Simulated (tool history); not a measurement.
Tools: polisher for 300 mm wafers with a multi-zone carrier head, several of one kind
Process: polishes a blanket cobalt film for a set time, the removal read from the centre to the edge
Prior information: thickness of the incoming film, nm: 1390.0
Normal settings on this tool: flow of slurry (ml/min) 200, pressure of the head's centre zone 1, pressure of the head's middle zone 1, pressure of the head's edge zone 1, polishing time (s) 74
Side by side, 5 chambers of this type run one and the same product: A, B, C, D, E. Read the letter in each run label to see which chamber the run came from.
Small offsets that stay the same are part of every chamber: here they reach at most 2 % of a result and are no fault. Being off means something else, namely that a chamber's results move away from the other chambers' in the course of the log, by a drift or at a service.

| run | hour | flow of slurry (ml/min) | pressure of the head's centre zone | pressure of the head's middle zone | pressure of the head's edge zone | polishing time (s) | film removed at the wafer's centre (Å) | film removed at mid-radius (Å) | film removed at the wafer's edge (Å) |
|---|---|---|---|---|---|---|---|---|---|
| 1D | 5.8 | 200 | 1 | 1 | 1 | 74 | 2814.1 | 2793.4 | 2739.1 |
| 2B | 11.8 | 200 | 1 | 1 | 1 | 74 | 2730.8 | 2747.1 | 2724.8 |
| 3C | 15.5 | 200 | 1 | 1 | 1 | 74 | 2712.9 | 2741.7 | 2810.7 |
| 4A | 19.6 | 200 | 1 | 1 | 1 | 74 | 2682.4 | 2802.6 | 2698.1 |
| 5E | 23.4 | 200 | 1 | 1 | 1 | 74 | 2702.7 | 2733.1 | 2810 |
| 6D | 28.4 | 200 | 1 | 1 | 1 | 74 | 2692.9 | 2786.4 | 2715.4 |
| 7A | 33.5 | 200 | 1 | 1 | 1 | 53 | 1974.5 | 2012 | 1986.4 |
|  | 34.8 | chamber B: worn pad replaced by a new one |
| 8E | 38 | 200 | 1 | 1 | 1 | 53 | 2012.8 | 1969.7 | 2028.5 |
| 9C | 43.9 | 200 | 1 | 1 | 1 | 53 | 2014.1 | 1983.4 | 1971.9 |
|  | 46.6 | chamber C: slurry nozzle cleaned |
| 10B | 48.6 | 200 | 1 | 1 | 1 | 53 | 1997.5 | 2002.4 | 1965.3 |
| 11B | 51.7 | 200 | 1 | 1 | 1 | 53 | 1982.9 | 1970.9 | 1964.1 |
| 12A | 56.4 | 200 | 1 | 1 | 1 | 74 | 2664.7 | 2712.3 | 2808.2 |
| 13E | 60.7 | 200 | 1 | 1 | 1 | 74 | 2669.9 | 2732.5 | 2693.5 |
| 14D | 64 | 200 | 1 | 1 | 1 | 74 | 2804.1 | 2804.2 | 2791.5 |
| 15C | 68.8 | 200 | 1 | 1 | 1 | 74 | 2763.1 | 2711.7 | 2728.5 |
| 16B | 74 | 200 | 1 | 1 | 1 | 74 | 2772.3 | 2807.8 | 2811.6 |
| 17A | 77.7 | 200 | 1 | 1 | 1 | 74 | 2656 | 2708.2 | 2677 |
|  | 81 | chamber C: worn pad replaced by a new one |
| 18E | 81.5 | 200 | 1 | 1 | 1 | 74 | 2759.8 | 2750.8 | 2767.2 |
| 19D | 84.4 | 200 | 1 | 1 | 1 | 74 | 2749.4 | 2751.6 | 2666.8 |
| 20C | 89.5 | 200 | 1 | 1 | 1 | 74 | 2742.4 | 2779.3 | 2760 |
| 21D | 92.3 | 200 | 1 | 1 | 1 | 74 | 2733 | 2770 | 2707 |
|  | 94.4 | chamber D: edge zone pressure recalibrated |
| 22E | 95.6 | 200 | 1 | 1 | 1 | 74 | 2753.2 | 2765.9 | 2783.7 |
|  | 97.8 | chamber E: worn pad replaced by a new one |
| 23A | 99.8 | 200 | 1 | 1 | 1 | 74 | 2689.8 | 2661.3 | 2783.8 |
|  | 104.1 | chamber D: worn pad replaced by a new one |
| 24B | 105.7 | 200 | 1 | 1 | 1.05 | 74 | 2779.5 | 2757.2 | 2758.7 |
| 25C | 109.4 | 200 | 1 | 1 | 1.05 | 74 | 2790.7 | 2762.8 | 2815.3 |
| 26E | 113.8 | 200 | 1 | 1 | 1.05 | 74 | 2787.7 | 2777.2 | 2831.9 |
| 27C | 116.8 | 200 | 1 | 1 | 1.05 | 74 | 2793.3 | 2808.9 | 2846.6 |
| 28B | 121.9 | 200 | 1 | 1 | 1.05 | 74 | 2765.3 | 2811.5 | 2783.2 |
| 29A | 126.5 | 200 | 1 | 1 | 1 | 74 | 2594.6 | 2646.2 | 2684.4 |
| 30D | 131.5 | 200 | 1 | 1 | 1 | 74 | 2753 | 2739.4 | 2752.1 |
| 31D | 135.5 | 200 | 1 | 1 | 1 | 74 | 2781.3 | 2815.2 | 2746 |
| 32E | 140.2 | 200 | 1 | 1 | 1 | 74 | 2668.4 | 2766.2 | 2731.1 |
| 33B | 145.9 | 135 | 1.09 | 1 | 1 | 74 | 2786.6 | 2632.8 | 2617.6 |
| 34A | 149.4 | 135 | 1.09 | 1 | 1 | 74 | 2521.3 | 2415.3 | 2445.8 |
| 35C | 154.3 | 135 | 1.09 | 1 | 1 | 74 | 2816.3 | 2575.7 | 2637.8 |
|  | 154.8 | chamber B: worn pad replaced by a new one |
| 36A | 159.9 | 135 | 1.09 | 1 | 1 | 74 | 2511.9 | 2408.5 | 2444.9 |
| 37D | 163.1 | 135 | 1.09 | 1 | 1 | 74 | 2839.7 | 2657.9 | 2598.2 |
| 38B | 168.9 | 200 | 1 | 1 | 1 | 74 | 2703.4 | 2783.3 | 2725.1 |
| 39E | 172.5 | 200 | 1 | 1 | 1 | 74 | 2758.1 | 2740.4 | 2701 |

Which is it: a chamber that has drifted or been left off by a service, a gauge drift common to all chambers, or only each chamber's usual small offset? If a chamber is off, name it and its likeliest cause.

It is chamber A that slowly wanders off from its peers.
Cause: slurry flow missing at the pad, % = 34.2.
The log may not separate it from: removal rate lost through wear of the pad, %.

Which of the 4 candidates below, each the usual settings with something changed and its results left as question marks, puts chamber A back in line with what the other chambers give on the usual settings?
Maximum distance from the other chambers' mean on the usual settings for a result to count as in line: film removed at the wafer's centre (Å) 120; film removed at mid-radius (Å) 96; film removed at the wafer's edge (Å) 130
| 40A-1 | 177 | 195 | 0.97 | 0.99 | 1.02 | 70 | ? | ? | ? |
| 40A-2 | 177 | 215 | 1.06 | 1.02 | 0.97 | 82 | ? | ? | ? |
| 40A-3 | 177 | 185 | 0.94 | 0.98 | 1.03 | 66 | ? | ? | ? |
| 40A-4 | 177 | 205 | 1.03 | 1.01 | 0.98 | 78 | ? | ? | ? |

On the usual settings, the other chambers give on average: film removed at the wafer's centre (Å) 2755.1; film removed at mid-radius (Å) 2770.7; film removed at the wafer's edge (Å) 2758.2
| run | film removed at the wafer's centre (Å) | film removed at mid-radius (Å) | film removed at the wafer's edge (Å) |
|---|---|---|---|
| 40A-1 | 2270.8 | 2414.1 | 2470.4 |
| 40A-2 | 3003.3 | 2966.3 | 2857.4 |
| 40A-3 | 2039.8 | 2228.6 | 2322.5 |
| 40A-4 | 2737.4 | 2769.2 | 2714.3 |
40A-4 brings the chamber back in line.
